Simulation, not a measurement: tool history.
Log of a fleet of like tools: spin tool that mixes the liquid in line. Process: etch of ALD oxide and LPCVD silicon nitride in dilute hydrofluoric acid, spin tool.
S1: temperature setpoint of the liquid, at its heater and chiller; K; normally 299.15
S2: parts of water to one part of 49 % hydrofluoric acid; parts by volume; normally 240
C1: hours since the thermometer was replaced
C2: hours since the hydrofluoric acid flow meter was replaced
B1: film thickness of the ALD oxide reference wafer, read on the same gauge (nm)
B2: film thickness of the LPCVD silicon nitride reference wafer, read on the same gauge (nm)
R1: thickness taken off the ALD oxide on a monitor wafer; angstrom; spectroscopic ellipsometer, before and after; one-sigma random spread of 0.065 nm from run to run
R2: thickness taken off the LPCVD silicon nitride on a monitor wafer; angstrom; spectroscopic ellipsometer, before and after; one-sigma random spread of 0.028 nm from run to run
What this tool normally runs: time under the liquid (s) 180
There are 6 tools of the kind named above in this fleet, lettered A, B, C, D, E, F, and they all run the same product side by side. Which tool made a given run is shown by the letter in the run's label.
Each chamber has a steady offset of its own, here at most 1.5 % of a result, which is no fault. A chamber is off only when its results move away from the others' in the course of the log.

{"run": "1A", "day": 0.583, "S1": 299.15, "S2": 240, "time under the liquid (s)": 180, "C1": 2520.9, "C2": 37.6, "B1": 150.0, "B2": 120.04, "R1": 97.416, "R2": 3.7633}
{"run": "2F", "day": 0.917, "S1": 299.15, "S2": 240, "time under the liquid (s)": 180, "C1": 1247.2, "C2": 1591.9, "B1": 149.99, "B2": 119.99, "R1": 98.225, "R2": 3.5527}
{"run": "3E", "day": 1.371, "S1": 299.15, "S2": 240, "time under the liquid (s)": 180, "C1": 433.8, "C2": 1920.0, "B1": 149.99, "B2": 120.04, "R1": 96.341, "R2": 4.7222}
{"day": 1.488, "done": "chamber E: hydrofluoric acid flow meter replaced"}
{"run": "4C", "day": 1.896, "S1": 299.15, "S2": 240, "time under the liquid (s)": 180, "C1": 1832.9, "C2": 1095.7, "B1": 150.01, "B2": 119.99, "R1": 98.083, "R2": 3.9216}
{"run": "5B", "day": 2.375, "S1": 299.15, "S2": 240, "time under the liquid (s)": 180, "C1": 824.8, "C2": 464.3, "B1": 149.99, "B2": 120.04, "R1": 96.568, "R2": 4.04}
{"run": "6D", "day": 2.671, "S1": 299.15, "S2": 205, "time under the liquid (s)": 90, "C1": 368.2, "C2": 209.0, "B1": 150.01, "B2": 120.0, "R1": 58.342, "R2": 2.5808}
{"run": "7F", "day": 3.229, "S1": 299.15, "S2": 205, "time under the liquid (s)": 90, "C1": 1302.7, "C2": 1647.4, "B1": 150.0, "B2": 120.02, "R1": 59.321, "R2": 2.3417}
{"run": "8B", "day": 3.625, "S1": 299.15, "S2": 205, "time under the liquid (s)": 90, "C1": 854.8, "C2": 494.3, "B1": 149.99, "B2": 120.02, "R1": 59.355, "R2": 2.3157}
{"run": "9D", "day": 4.154, "S1": 299.15, "S2": 205, "time under the liquid (s)": 90, "C1": 403.8, "C2": 244.6, "B1": 149.97, "B2": 120.02, "R1": 59.266, "R2": 2.4129}
{"run": "10A", "day": 4.642, "S1": 299.15, "S2": 205, "time under the liquid (s)": 90, "C1": 2618.3, "C2": 135.0, "B1": 150.03, "B2": 119.98, "R1": 59.894, "R2": 2.444}
{"run": "11E", "day": 5.083, "S1": 299.15, "S2": 205, "time under the liquid (s)": 90, "C1": 522.9, "C2": 86.3, "B1": 150.0, "B2": 120.02, "R1": 58.688, "R2": 2.4867}
{"run": "12C", "day": 5.467, "S1": 299.15, "S2": 240, "time under the liquid (s)": 180, "C1": 1918.6, "C2": 1181.4, "B1": 150.0, "B2": 120.03, "R1": 97.777, "R2": 3.8293}
{"run": "13C", "day": 5.904, "S1": 299.15, "S2": 240, "time under the liquid (s)": 180, "C1": 1929.1, "C2": 1191.9, "B1": 150.0, "B2": 120.0, "R1": 97.686, "R2": 4.1586}
{"run": "14D", "day": 6.267, "S1": 299.15, "S2": 190, "time under the liquid (s)": 180, "C1": 454.5, "C2": 295.3, "B1": 150.03, "B2": 120.0, "R1": 128.69, "R2": 4.8941}
{"run": "15A", "day": 6.858, "S1": 299.15, "S2": 190, "time under the liquid (s)": 180, "C1": 2671.5, "C2": 188.2, "B1": 149.98, "B2": 119.98, "R1": 128.12, "R2": 5.0697}
{"run": "16B", "day": 7.329, "S1": 299.15, "S2": 190, "time under the liquid (s)": 180, "C1": 943.7, "C2": 583.2, "B1": 149.97, "B2": 119.97, "R1": 128.76, "R2": 4.8035}
{"run": "17E", "day": 7.75, "S1": 299.15, "S2": 190, "time under the liquid (s)": 180, "C1": 586.9, "C2": 150.3, "B1": 150.0, "B2": 120.03, "R1": 127.46, "R2": 5.165}
{"run": "18F", "day": 8.275, "S1": 299.15, "S2": 190, "time under the liquid (s)": 180, "C1": 1423.8, "C2": 1768.5, "B1": 150.01, "B2": 120.02, "R1": 130.04, "R2": 4.9521}
{"run": "19E", "day": 8.646, "S1": 299.15, "S2": 190, "time under the liquid (s)": 180, "C1": 608.4, "C2": 171.8, "B1": 150.0, "B2": 120.04, "R1": 129.34, "R2": 5.1457}
{"run": "20A", "day": 9.233, "S1": 299.15, "S2": 240, "time under the liquid (s)": 180, "C1": 2728.5, "C2": 245.2, "B1": 149.99, "B2": 120.01, "R1": 97.786, "R2": 4.6407}
{"run": "21B", "day": 9.538, "S1": 299.15, "S2": 240, "time under the liquid (s)": 180, "C1": 996.7, "C2": 636.2, "B1": 149.98, "B2": 120.0, "R1": 98.062, "R2": 3.5618}
{"run": "22D", "day": 10.054, "S1": 299.15, "S2": 240, "time under the liquid (s)": 180, "C1": 545.4, "C2": 386.2, "B1": 149.99, "B2": 120.01, "R1": 96.551, "R2": 4.4755}
{"run": "23C", "day": 10.4, "S1": 299.15, "S2": 240, "time under the liquid (s)": 180, "C1": 2037.0, "C2": 1299.8, "B1": 150.02, "B2": 120.0, "R1": 97.861, "R2": 4.3858}
{"day": 10.671, "done": "chamber A: thermometer replaced"}
{"run": "24F", "day": 10.862, "S1": 299.15, "S2": 240, "time under the liquid (s)": 180, "C1": 1485.9, "C2": 1830.6, "B1": 149.99, "B2": 119.96, "R1": 98.228, "R2": 4.2314}
{"run": "25C", "day": 11.267, "S1": 299.15, "S2": 240, "time under the liquid (s)": 180, "C1": 2057.8, "C2": 1320.6, "B1": 150.02, "B2": 120.06, "R1": 98.539, "R2": 4.188}
{"run": "26E", "day": 11.904, "S1": 299.15, "S2": 240, "time under the liquid (s)": 180, "C1": 686.6, "C2": 250.0, "B1": 149.98, "B2": 120.0, "R1": 96.047, "R2": 3.6822}
{"run": "27F", "day": 12.196, "S1": 299.15, "S2": 240, "time under the liquid (s)": 180, "C1": 1517.9, "C2": 1862.6, "B1": 150.02, "B2": 120.01, "R1": 97.816, "R2": 4.2801}
{"run": "28A", "day": 12.708, "S1": 299.15, "S2": 240, "time under the liquid (s)": 180, "C1": 48.9, "C2": 328.6, "B1": 149.97, "B2": 119.96, "R1": 95.361, "R2": 3.7266}
{"run": "29D", "day": 13.029, "S1": 299.15, "S2": 240, "time under the liquid (s)": 180, "C1": 616.8, "C2": 457.6, "B1": 149.98, "B2": 119.98, "R1": 97.126, "R2": 4.3329}
{"run": "30B", "day": 13.462, "S1": 299.15, "S2": 240, "time under the liquid (s)": 180, "C1": 1090.9, "C2": 730.4, "B1": 150.01, "B2": 120.02, "R1": 96.562, "R2": 3.9237}
{"run": "31B", "day": 14.104, "S1": 299.15, "S2": 240, "time under the liquid (s)": 180, "C1": 1106.3, "C2": 745.8, "B1": 149.98, "B2": 119.97, "R1": 97.493, "R2": 3.8783}
{"run": "32D", "day": 14.417, "S1": 299.15, "S2": 240, "time under the liquid (s)": 180, "C1": 650.1, "C2": 490.9, "B1": 149.99, "B2": 119.99, "R1": 97.45, "R2": 3.4833}
{"run": "33C", "day": 14.767, "S1": 299.15, "S2": 240, "time under the liquid (s)": 180, "C1": 2141.8, "C2": 1404.6, "B1": 150.0, "B2": 119.98, "R1": 97.288, "R2": 4.3461}
{"run": "34A", "day": 15.35, "S1": 299.15, "S2": 240, "time under the liquid (s)": 180, "C1": 112.3, "C2": 392.0, "B1": 149.99, "B2": 120.01, "R1": 97.551, "R2": 3.821}
{"run": "35E", "day": 15.879, "S1": 299.15, "S2": 240, "time under the liquid (s)": 180, "C1": 782.0, "C2": 345.4, "B1": 150.0, "B2": 119.98, "R1": 97.907, "R2": 3.947}
{"run": "36F", "day": 16.317, "S1": 299.15, "S2": 240, "time under the liquid (s)": 180, "C1": 1616.8, "C2": 1961.5, "B1": 149.99, "B2": 120.01, "R1": 97.395, "R2": 3.816}

Does one chamber stand apart from the rest, does the shared gauge drift, or is all well apart from small per-chamber offsets? Give the chamber and the most likely cause, where there is one.

Neither any chamber nor the gauge drifts; the chambers differ only by their own small, steady offsets.
